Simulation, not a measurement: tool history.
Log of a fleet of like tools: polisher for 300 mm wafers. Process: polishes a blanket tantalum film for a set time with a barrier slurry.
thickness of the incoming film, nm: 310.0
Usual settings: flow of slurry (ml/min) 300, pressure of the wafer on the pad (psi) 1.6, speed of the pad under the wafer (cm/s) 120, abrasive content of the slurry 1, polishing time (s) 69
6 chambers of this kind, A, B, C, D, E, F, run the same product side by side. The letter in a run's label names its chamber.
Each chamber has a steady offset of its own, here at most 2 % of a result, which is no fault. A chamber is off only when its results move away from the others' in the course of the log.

run   hour  flow of slurry (ml/min)  pressure of the wafer on the pad (psi)  speed of the pad under the wafer (cm/s)  abrasive content of the slurry  polishing time (s)  film removed (angstrom)
       6.3  -- chamber B: slurry blender recalibrated
       7.0  -- chamber B: worn pad replaced by a new one
 1E    8.7                      300                                     1.6                                      120                               1                  69                   956.85
 2A   16.1                      300                                     1.6                                      120                               1                  69                   953.29
 3C   26.3                      300                                     1.6                                      120                               1                  69                   966.79
 4D   36.1                      300                                     1.6                                      120                               1                  69                   962.88
 5F   42.3                      300                                     1.6                                      120                               1                  69                   973.24
 6B   46.9                      300                                     1.6                                      120                               1                  69                   969.51
      49.1  -- chamber A: slurry blender recalibrated
 7B   51.6                      300                                     1.6                                      120                               1                  69                   969.32
 8A   59.0                      300                                     1.6                                      120                               1                  69                   972.69
      60.2  -- chamber A: worn pad replaced by a new one
 9D   63.8                      300                                     1.6                                      120                               1                  69                   949.95
10E   71.7                      255                                     1.6                                      142                               1                  69                  1116.00
11F   76.3                      255                                     1.6                                      142                               1                  69                  1116.70
      76.6  -- chamber E: worn pad replaced by a new one
      77.2  -- chamber D: worn pad replaced by a new one
12C   83.8                      255                                     1.6                                      142                               1                  69                  1120.60
      85.7  -- chamber F: worn pad replaced by a new one
      88.0  -- chamber B: worn pad replaced by a new one
13A   90.3                      255                                     1.6                                      142                               1                  69                  1126.20
14D   97.4                      255                                     1.6                                      142                               1                  69                  1122.80
15E  102.2                      255                                     1.6                                      142                               1                  69                  1135.70
     105.1  -- chamber D: slurry blender recalibrated
16C  111.8                      300                                     1.6                                      120                               1                  69                   962.70
     114.5  -- chamber C: worn pad replaced by a new one
     114.8  -- chamber A: worn pad replaced by a new one
     116.3  -- chamber B: slurry blender recalibrated
     117.1  -- chamber B: slurry nozzle cleaned
17F  119.0                      300                                     1.6                                      120                               1                  69                   976.27
18B  128.4                      300                                     1.6                                      148                               1                  51                   865.01
     138.1  -- chamber E: slurry blender recalibrated
19F  138.8                      300                                     1.6                                      148                               1                  51                   873.72
20C  148.2                      300                                     1.6                                      148                               1                  51                   880.93
     153.3  -- chamber B: worn pad replaced by a new one
21D  154.4                      300                                     1.6                                      148                               1                  51                   873.16
22E  162.8                      300                                     1.6                                      148                               1                  51                   887.14
23A  171.4                      300                                     1.6                                      148                               1                  51                   880.12
     172.2  -- chamber A: worn pad replaced by a new one
24B  179.0                      300                                     1.6                                      120                               1                  69                   981.90
25A  183.7                      370                                     1.6                                      120                               1                  69                   981.75
     185.5  -- chamber D: worn pad replaced by a new one
26E  193.9                      370                                     1.6                                      120                               1                  69                   983.47
27D  200.7                      370                                     1.6                                      120                               1                  69                   961.01
     206.9  -- chamber F: slurry blender recalibrated
28F  207.6                      370                                     1.6                                      120                               1                  69                   942.21
29B  212.8                      370                                     1.6                                      120                               1                  69                   974.15
     215.6  -- chamber B: slurry blender recalibrated
     219.0  -- chamber B: worn pad replaced by a new one
30C  221.8                      370                                     1.6                                      120                               1                  69                   985.38
     225.7  -- chamber E: worn pad replaced by a new one
31C  227.8                      300                                     1.6                                      120                               1                  69                   977.92
     228.3  -- chamber C: worn pad replaced by a new one
     231.8  -- chamber A: worn pad replaced by a new one
32A  236.4                      300                                     1.6                                      120                               1                  69                   959.18
33F  245.5                      235                                     1.6                                      120                               1                  46                   588.26
     250.9  -- chamber C: slurry blender recalibrated
34B  252.3                      235                                     1.6                                      120                               1                  46                   622.38
35E  258.7                      235                                     1.6                                      120                               1                  46                   629.99
     262.2  -- chamber B: head pressure recalibrated
36D  269.0                      235                                     1.6                                      120                               1                  46                   619.00
37B  279.0                      235                                     1.6                                      120                               1                  46                   624.48
38C  283.9                      235                                     1.6                                      120                               1                  46                   619.98
39E  289.8                      300                                     1.6                                      120                               1                  69                   952.30

Next, every chamber runs the same settings. What will each give?
40A  297.4                      300                                     1.6                                      120                               1                  69                        ?
40B  297.4                      300                                     1.6                                      120                               1                  69                        ?
40C  297.4                      300                                     1.6                                      120                               1                  69                        ?
40D  297.4                      300                                     1.6                                      120                               1                  69                        ?
40E  297.4                      300                                     1.6                                      120                               1                  69                        ?
40F  297.4                      300                                     1.6                                      120                               1                  69                        ?

run  film removed (angstrom)
40A                   959.61
40B                   957.35
40C                   961.72
40D                   947.27
40E                   969.81
40F                   905.17

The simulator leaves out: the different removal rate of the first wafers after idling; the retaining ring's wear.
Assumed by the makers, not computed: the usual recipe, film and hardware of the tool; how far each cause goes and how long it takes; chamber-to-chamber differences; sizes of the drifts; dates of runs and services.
